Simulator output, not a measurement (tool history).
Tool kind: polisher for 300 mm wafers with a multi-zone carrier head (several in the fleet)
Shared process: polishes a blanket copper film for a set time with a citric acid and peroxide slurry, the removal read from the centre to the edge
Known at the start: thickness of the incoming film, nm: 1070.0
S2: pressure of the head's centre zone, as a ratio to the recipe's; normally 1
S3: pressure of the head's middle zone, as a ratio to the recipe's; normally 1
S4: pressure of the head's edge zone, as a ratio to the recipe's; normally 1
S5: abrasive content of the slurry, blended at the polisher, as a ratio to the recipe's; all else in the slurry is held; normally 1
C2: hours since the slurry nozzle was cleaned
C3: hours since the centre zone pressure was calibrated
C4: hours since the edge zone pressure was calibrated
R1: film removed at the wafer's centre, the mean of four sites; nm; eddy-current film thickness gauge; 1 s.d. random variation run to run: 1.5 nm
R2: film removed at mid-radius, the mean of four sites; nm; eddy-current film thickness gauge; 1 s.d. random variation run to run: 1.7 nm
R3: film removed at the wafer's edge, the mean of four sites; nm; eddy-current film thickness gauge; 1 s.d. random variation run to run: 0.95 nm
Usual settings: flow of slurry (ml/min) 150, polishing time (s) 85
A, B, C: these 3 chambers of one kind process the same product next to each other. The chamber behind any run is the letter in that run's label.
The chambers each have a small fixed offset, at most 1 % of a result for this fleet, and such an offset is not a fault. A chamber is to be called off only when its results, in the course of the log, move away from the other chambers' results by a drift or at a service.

run 1A hour=4.6 | flow_of_slurry_(ml/min)=150 S2=1 S3=1 S4=1 S5=1 polishing_time_(s)=85 | wafers_polished_on_this_pad=264 C2=79.7 C3=638.7 C4=309.4 | R1=141.64 R2=144.27 R3=142.55
run 2B hour=9.8 | flow_of_slurry_(ml/min)=150 S2=1 S3=1 S4=1 S5=1 polishing_time_(s)=85 | wafers_polished_on_this_pad=166 C2=481.2 C3=564.6 C4=877.2 | R1=139.95 R2=141.12 R3=139.02
run 3C hour=13.0 | flow_of_slurry_(ml/min)=150 S2=1 S3=1 S4=1 S5=1 polishing_time_(s)=85 | wafers_polished_on_this_pad=436 C2=177.0 C3=97.6 C4=360.4 | R1=140.06 R2=142.22 R3=139.71
run 4B hour=19.5 | flow_of_slurry_(ml/min)=150 S2=1 S3=1 S4=1 S5=1 polishing_time_(s)=85 | wafers_polished_on_this_pad=220 C2=490.9 C3=574.3 C4=886.9 | R1=141.35 R2=142.95 R3=141.24
run 5A hour=24.9 | flow_of_slurry_(ml/min)=150 S2=1 S3=1 S4=1 S5=1 polishing_time_(s)=85 | wafers_polished_on_this_pad=376 C2=100.0 C3=659.0 C4=329.7 | R1=143.51 R2=140.75 R3=141.71
run 6C hour=28.6 | flow_of_slurry_(ml/min)=150 S2=1 S3=1 S4=1 S5=1 polishing_time_(s)=85 | wafers_polished_on_this_pad=522 C2=192.6 C3=113.2 C4=376.0 | R1=139.99 R2=140.67 R3=141.62
run 7B hour=31.8 | flow_of_slurry_(ml/min)=150 S2=1 S3=1 S4=1 S5=1 polishing_time_(s)=85 | wafers_polished_on_this_pad=288 C2=503.2 C3=586.6 C4=899.2 | R1=143.57 R2=143.36 R3=142.46
run 8A hour=36.3 | flow_of_slurry_(ml/min)=150 S2=1 S3=1 S4=1 S5=1 polishing_time_(s)=85 | wafers_polished_on_this_pad=439 C2=111.4 C3=670.4 C4=341.1 | R1=141.07 R2=142.70 R3=140.79
run 9C hour=40.9 | flow_of_slurry_(ml/min)=150 S2=1 S3=1 S4=1 S5=1 polishing_time_(s)=85 | wafers_polished_on_this_pad=590 C2=204.9 C3=125.5 C4=388.3 | R1=140.97 R2=143.63 R3=140.02
run 10C hour=47.0 | flow_of_slurry_(ml/min)=150 S2=1 S3=1 S4=1 S5=1 polishing_time_(s)=85 | wafers_polished_on_this_pad=624 C2=211.0 C3=131.6 C4=394.4 | R1=140.73 R2=139.06 R3=138.37
-- hour=48.6 chamber B: slurry nozzle cleaned
run 11A hour=53.1 | flow_of_slurry_(ml/min)=150 S2=1 S3=1 S4=1 S5=1 polishing_time_(s)=85 | wafers_polished_on_this_pad=532 C2=128.2 C3=687.2 C4=357.9 | R1=143.20 R2=139.49 R3=142.93
run 12B hour=59.0 | flow_of_slurry_(ml/min)=150 S2=1 S3=1 S4=1 S5=1 polishing_time_(s)=85 | wafers_polished_on_this_pad=438 C2=10.5 C3=613.8 C4=926.4 | R1=140.08 R2=142.05 R3=141.32
run 13C hour=64.0 | flow_of_slurry_(ml/min)=150 S2=1 S3=1 S4=1 S5=1 polishing_time_(s)=85 | wafers_polished_on_this_pad=718 C2=228.0 C3=148.6 C4=411.4 | R1=138.35 R2=138.74 R3=137.39
run 14B hour=68.9 | flow_of_slurry_(ml/min)=150 S2=1 S3=1 S4=1 S5=1 polishing_time_(s)=85 | wafers_polished_on_this_pad=493 C2=20.4 C3=623.7 C4=936.3 | R1=140.68 R2=141.39 R3=141.30
run 15A hour=74.5 | flow_of_slurry_(ml/min)=150 S2=1 S3=1 S4=1 S5=1 polishing_time_(s)=85 | wafers_polished_on_this_pad=650 C2=149.6 C3=708.6 C4=379.3 | R1=141.10 R2=142.82 R3=140.17
-- hour=74.7 chamber C: edge zone pressure recalibrated
run 16A hour=77.6 | flow_of_slurry_(ml/min)=150 S2=1 S3=1 S4=1 S5=1 polishing_time_(s)=85 | wafers_polished_on_this_pad=667 C2=152.7 C3=711.7 C4=382.4 | R1=141.39 R2=140.99 R3=140.12
run 17B hour=84.4 | flow_of_slurry_(ml/min)=150 S2=1 S3=1 S4=1 S5=1 polishing_time_(s)=85 | wafers_polished_on_this_pad=579 C2=35.9 C3=639.2 C4=951.8 | R1=142.83 R2=141.04 R3=141.56
run 18C hour=88.4 | flow_of_slurry_(ml/min)=150 S2=1 S3=1 S4=1 S5=1 polishing_time_(s)=85 | wafers_polished_on_this_pad=852 C2=252.4 C3=173.0 C4=13.7 | R1=133.96 R2=133.26 R3=132.75
run 19A hour=95.3 | flow_of_slurry_(ml/min)=150 S2=1 S3=1 S4=1 S5=1 polishing_time_(s)=85 | wafers_polished_on_this_pad=765 C2=170.4 C3=729.4 C4=400.1 | R1=141.19 R2=142.18 R3=140.92
run 20B hour=100.7 | flow_of_slurry_(ml/min)=150 S2=1 S3=1 S4=1 S5=1 polishing_time_(s)=85 | wafers_polished_on_this_pad=669 C2=52.2 C3=655.5 C4=968.1 | R1=138.84 R2=137.88 R3=140.41
-- hour=106.8 chamber B: centre zone pressure recalibrated
run 21C hour=106.9 | flow_of_slurry_(ml/min)=150 S2=1 S3=1 S4=1 S5=1 polishing_time_(s)=85 | wafers_polished_on_this_pad=955 C2=270.9 C3=191.5 C4=32.2 | R1=131.86 R2=132.69 R3=130.31
run 22C hour=113.2 | flow_of_slurry_(ml/min)=150 S2=1 S3=1 S4=1 S5=1 polishing_time_(s)=85 | wafers_polished_on_this_pad=990 C2=277.2 C3=197.8 C4=38.5 | R1=131.14 R2=128.54 R3=129.89
-- hour=119.9 chamber B: worn pad replaced by a new one
run 23B hour=120.0 | flow_of_slurry_(ml/min)=150 S2=1 S3=1 S4=1 S5=1 polishing_time_(s)=85 | wafers_polished_on_this_pad=0 C2=71.5 C3=13.2 C4=987.4 | R1=140.16 R2=142.42 R3=140.81
run 24A hour=125.2 | flow_of_slurry_(ml/min)=150 S2=1 S3=1 S4=1 S5=1 polishing_time_(s)=85 | wafers_polished_on_this_pad=931 C2=200.3 C3=759.3 C4=430.0 | R1=138.91 R2=141.60 R3=140.81
run 25A hour=132.0 | flow_of_slurry_(ml/min)=150 S2=1 S3=1 S4=1 S5=1 polishing_time_(s)=85 | wafers_polished_on_this_pad=968 C2=207.1 C3=766.1 C4=436.8 | R1=138.35 R2=138.54 R3=140.45

Which is it: a chamber that has drifted or been left off by a service, a gauge drift common to all chambers, or only each chamber's usual small offset? If a chamber is off, name it and its likeliest cause.

It is chamber C that slowly wanders off from its peers.
What lies behind it: removal rate lost through wear of the pad, % = 11.1.
With only this log, it may be confused with: slurry flow missing at the pad, %.

Chamber C could run next with any of the 4 candidate recipes listed below; each alters the usual settings, and their results appear as question marks. Which one brings its results back in line with what the other chambers deliver on the usual settings?
Maximum distance from the other chambers' mean on the usual settings for a result to count as in line: R1 5.30 nm; R2 5.90 nm; R3 3.30 nm
run 26C-1 hour=137.0 | flow_of_slurry_(ml/min)=150 S2=1 S3=1.00 S4=1.01 S5=1 polishing_time_(s)=95 | R1=? R2=? R3=?
run 26C-2 hour=137.0 | flow_of_slurry_(ml/min)=150 S2=1 S3=1.00 S4=1.01 S5=1 polishing_time_(s)=90 | R1=? R2=? R3=?
run 26C-3 hour=137.0 | flow_of_slurry_(ml/min)=150 S2=1 S3=1.01 S4=0.99 S5=1 polishing_time_(s)=76 | R1=? R2=? R3=?
run 26C-4 hour=137.0 | flow_of_slurry_(ml/min)=150 S2=1 S3=1.00 S4=0.99 S5=1 polishing_time_(s)=80 | R1=? R2=? R3=?

Average result of the remaining chambers running the usual settings: R1 141.57 nm; R2 141.54 nm; R3 141.04 nm
run=26C-1 R1=140.59 R2=142.17 R3=141.65
run=26C-2 R1=133.19 R2=134.68 R3=134.20
run=26C-3 R1=112.48 R2=114.77 R3=112.12
run=26C-4 R1=118.39 R2=119.72 R3=118.04
With 26C-1, the chamber falls back in line with the rest.
